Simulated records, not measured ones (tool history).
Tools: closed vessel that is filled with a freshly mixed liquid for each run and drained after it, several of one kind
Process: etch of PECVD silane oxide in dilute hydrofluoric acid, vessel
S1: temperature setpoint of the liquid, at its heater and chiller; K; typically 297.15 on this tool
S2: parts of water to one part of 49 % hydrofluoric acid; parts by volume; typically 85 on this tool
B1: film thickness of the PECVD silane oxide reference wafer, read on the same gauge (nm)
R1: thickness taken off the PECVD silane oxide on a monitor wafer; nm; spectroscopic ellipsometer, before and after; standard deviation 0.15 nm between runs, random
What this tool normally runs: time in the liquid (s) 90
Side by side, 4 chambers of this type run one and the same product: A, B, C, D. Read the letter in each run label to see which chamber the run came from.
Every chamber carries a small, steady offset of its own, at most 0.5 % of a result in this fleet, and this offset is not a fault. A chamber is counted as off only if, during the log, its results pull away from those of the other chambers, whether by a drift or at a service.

{"run": "1A", "hour": 13.2, "S1": 297.15, "S2": 85, "time in the liquid (s)": 90, "B1": 59.996, "R1": 28.226}
{"run": "2D", "hour": 26.3, "S1": 297.15, "S2": 85, "time in the liquid (s)": 90, "B1": 60.0, "R1": 28.201}
{"run": "3C", "hour": 41.5, "S1": 297.15, "S2": 85, "time in the liquid (s)": 90, "B1": 59.996, "R1": 28.212}
{"run": "4B", "hour": 52.4, "S1": 297.15, "S2": 85, "time in the liquid (s)": 90, "B1": 60.025, "R1": 28.064}
{"run": "5C", "hour": 60.0, "S1": 297.15, "S2": 85, "time in the liquid (s)": 90, "B1": 60.005, "R1": 28.551}
{"run": "6A", "hour": 69.5, "S1": 297.15, "S2": 85, "time in the liquid (s)": 90, "B1": 59.952, "R1": 28.231}
{"run": "7D", "hour": 82.6, "S1": 297.15, "S2": 85, "time in the liquid (s)": 90, "B1": 59.989, "R1": 27.988}
{"run": "8B", "hour": 91.6, "S1": 297.15, "S2": 85, "time in the liquid (s)": 50, "B1": 59.989, "R1": 15.704}
{"run": "9B", "hour": 106.4, "S1": 297.15, "S2": 85, "time in the liquid (s)": 50, "B1": 60.003, "R1": 15.647}
{"run": "10D", "hour": 122.4, "S1": 297.15, "S2": 85, "time in the liquid (s)": 50, "B1": 59.989, "R1": 15.842}
{"run": "11C", "hour": 133.6, "S1": 297.15, "S2": 85, "time in the liquid (s)": 50, "B1": 60.031, "R1": 15.681}
{"run": "12A", "hour": 140.5, "S1": 297.15, "S2": 85, "time in the liquid (s)": 110, "B1": 59.988, "R1": 34.213}
{"run": "13D", "hour": 149.6, "S1": 297.15, "S2": 85, "time in the liquid (s)": 110, "B1": 60.035, "R1": 34.627}
{"run": "14C", "hour": 157.9, "S1": 297.15, "S2": 85, "time in the liquid (s)": 110, "B1": 60.028, "R1": 34.667}
{"run": "15B", "hour": 172.8, "S1": 297.15, "S2": 85, "time in the liquid (s)": 110, "B1": 60.013, "R1": 34.246}
{"hour": 185.6, "done": "chamber C: thermometer replaced"}
{"run": "16A", "hour": 187.4, "S1": 297.15, "S2": 85, "time in the liquid (s)": 90, "B1": 60.003, "R1": 28.104}
{"run": "17B", "hour": 198.9, "S1": 297.15, "S2": 85, "time in the liquid (s)": 90, "B1": 59.976, "R1": 28.038}
{"run": "18C", "hour": 212.5, "S1": 297.15, "S2": 85, "time in the liquid (s)": 90, "B1": 60.012, "R1": 28.236}
{"run": "19A", "hour": 228.0, "S1": 297.15, "S2": 85, "time in the liquid (s)": 90, "B1": 59.993, "R1": 28.668}
{"hour": 232.4, "done": "chamber D: hydrofluoric acid flow meter replaced"}
{"run": "20D", "hour": 239.1, "S1": 297.15, "S2": 85, "time in the liquid (s)": 90, "B1": 59.973, "R1": 28.12}
{"run": "21D", "hour": 253.9, "S1": 297.15, "S2": 50, "time in the liquid (s)": 45, "B1": 60.01, "R1": 24.922}
{"run": "22B", "hour": 261.9, "S1": 297.15, "S2": 50, "time in the liquid (s)": 45, "B1": 59.969, "R1": 24.911}
{"run": "23C", "hour": 274.5, "S1": 297.15, "S2": 50, "time in the liquid (s)": 45, "B1": 60.006, "R1": 24.852}
{"run": "24A", "hour": 283.8, "S1": 297.15, "S2": 50, "time in the liquid (s)": 45, "B1": 59.996, "R1": 25.374}
{"run": "25C", "hour": 294.1, "S1": 297.15, "S2": 85, "time in the liquid (s)": 90, "B1": 59.98, "R1": 27.816}
{"run": "26D", "hour": 308.6, "S1": 297.15, "S2": 85, "time in the liquid (s)": 90, "B1": 59.988, "R1": 28.012}
{"run": "27A", "hour": 316.4, "S1": 297.15, "S2": 85, "time in the liquid (s)": 90, "B1": 60.019, "R1": 28.757}
{"run": "28B", "hour": 323.4, "S1": 297.15, "S2": 85, "time in the liquid (s)": 90, "B1": 59.969, "R1": 27.996}
{"run": "29D", "hour": 331.1, "S1": 297.15, "S2": 85, "time in the liquid (s)": 90, "B1": 60.017, "R1": 28.059}
{"run": "30C", "hour": 342.7, "S1": 297.15, "S2": 85, "time in the liquid (s)": 90, "B1": 59.991, "R1": 28.114}
{"run": "31B", "hour": 353.2, "S1": 297.15, "S2": 85, "time in the liquid (s)": 90, "B1": 60.019, "R1": 27.817}
{"run": "32A", "hour": 362.0, "S1": 297.15, "S2": 85, "time in the liquid (s)": 90, "B1": 59.985, "R1": 29.186}
{"hour": 366.5, "done": "chamber B: thermometer replaced"}
{"run": "33C", "hour": 370.9, "S1": 297.15, "S2": 85, "time in the liquid (s)": 90, "B1": 59.97, "R1": 27.786}
{"run": "34B", "hour": 385.8, "S1": 297.15, "S2": 85, "time in the liquid (s)": 90, "B1": 60.05, "R1": 28.345}
{"run": "35D", "hour": 396.4, "S1": 297.15, "S2": 110, "time in the liquid (s)": 90, "B1": 60.005, "R1": 21.289}
{"run": "36A", "hour": 410.7, "S1": 297.15, "S2": 110, "time in the liquid (s)": 90, "B1": 60.007, "R1": 21.613}
{"run": "37A", "hour": 421.2, "S1": 297.15, "S2": 110, "time in the liquid (s)": 90, "B1": 59.995, "R1": 21.883}
{"run": "38C", "hour": 429.8, "S1": 297.15, "S2": 110, "time in the liquid (s)": 90, "B1": 59.988, "R1": 21.105}
{"run": "39B", "hour": 440.0, "S1": 297.15, "S2": 85, "time in the liquid (s)": 90, "B1": 60.007, "R1": 28.197}
{"run": "40D", "hour": 448.0, "S1": 297.15, "S2": 85, "time in the liquid (s)": 90, "B1": 59.999, "R1": 28.348}
{"run": "41A", "hour": 459.7, "S1": 297.15, "S2": 85, "time in the liquid (s)": 90, "B1": 59.99, "R1": 29.238}

Is one chamber off against the others, does the gauge drift, or is nothing wrong? If a chamber is off, say which, and what the likeliest cause is.

It is chamber A that slowly wanders off from its peers.
Likeliest cause: hydrofluoric acid flow above the setpoint (%) = 3.79.
With only this log, it may be confused with: liquid hotter than its thermometer reads (K).

Here are 4 candidates for chamber A's next run, each the usual settings with a change, their results left as question marks. Which one brings its results back in line with what the others give on the usual settings?
Counts as in line when no further than this from what the other chambers average on the usual settings: R1 0.510 nm
{"run": "42A-1", "hour": 471.1, "S1": 296.65, "S2": 90, "time in the liquid (s)": 90, "R1": "?"}
{"run": "42A-2", "hour": 471.1, "S1": 299.15, "S2": 85, "time in the liquid (s)": 90, "R1": "?"}
{"run": "42A-3", "hour": 471.1, "S1": 296.15, "S2": 85, "time in the liquid (s)": 90, "R1": "?"}
{"run": "42A-4", "hour": 471.1, "S1": 298.15, "S2": 85, "time in the liquid (s)": 90, "R1": "?"}

The mean the other chambers reach with the usual settings: R1 28.113 nm
run=42A-1 R1=26.971
run=42A-2 R1=31.713
run=42A-3 R1=28.185
run=42A-4 R1=30.492
42A-3 puts the chamber back in line with the other chambers.
